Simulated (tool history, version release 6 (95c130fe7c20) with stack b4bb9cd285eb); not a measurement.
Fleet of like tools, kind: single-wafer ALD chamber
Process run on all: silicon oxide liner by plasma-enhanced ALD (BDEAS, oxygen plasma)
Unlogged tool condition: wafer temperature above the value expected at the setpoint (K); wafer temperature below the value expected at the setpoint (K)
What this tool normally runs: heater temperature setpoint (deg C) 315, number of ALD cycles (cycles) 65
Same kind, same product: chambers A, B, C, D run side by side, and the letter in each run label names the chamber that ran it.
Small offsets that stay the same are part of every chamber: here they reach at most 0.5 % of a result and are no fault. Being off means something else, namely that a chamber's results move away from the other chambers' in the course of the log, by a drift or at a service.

run,hour,heater temperature setpoint (deg C),number of ALD cycles (cycles),hours since the last thermocouple change,"read-back reference wafer on the same gauge, thickness_nm",mean film thickness on the monitor wafer (angstrom)
1D,3.7,315,65,1800.7,6.6755,58.784
2A,9.5,315,65,1178.6,6.6795,59.467
3C,13.1,315,65,1569.6,6.6825,58.829
4B,16,315,65,1753.8,6.6806,59.127
5B,21.2,308,65,1759,6.6846,60.016
6C,26.7,308,65,1583.2,6.6877,59.747
7D,29.8,308,65,1826.8,6.6869,59.906
8A,35.1,308,65,1204.2,6.6849,60.153
9C,40.4,315,65,1596.9,6.6705,58.887
10A,45.4,315,65,1214.5,6.6756,59.749
11B,48.6,315,65,1786.4,6.6858,59.54
12D,53.1,315,65,1850.1,6.6831,58.858
13C,57.7,315,65,1614.2,6.6825,59.212
14A,60.3,315,65,1229.4,6.6805,59.068
15D,63.2,315,65,1860.2,6.6834,58.824
16B,66.3,315,61,1804.1,6.6817,55.364
17C,70,315,61,1626.5,6.6824,55.448
18A,74.1,315,61,1243.2,6.6863,55.019
19B,78.1,315,61,1815.9,6.6782,55.504
20D,83.6,310,72,1880.6,6.6777,65.669
21B,88.3,310,72,1826.1,6.6754,65.554
22A,91,310,72,1260.1,6.6847,65.168
23C,93.6,310,72,1650.1,6.6825,66.486
24D,99,315,65,1896,6.6819,58.394
25B,105,315,65,1842.8,6.6813,60.087
26A,108,315,65,1277.1,6.6841,59.061
27D,112.9,315,65,1909.9,6.6824,59.298
28C,118.1,315,65,1674.6,6.6801,58.696
29B,123.3,315,65,1861.1,6.677,58.84

Is one chamber off against the others, does the gauge drift, or is nothing wrong? If a chamber is off, say which, and what the likeliest cause is.

Nothing is wrong: each chamber keeps only its own small, steady offset and the gauge holds still.
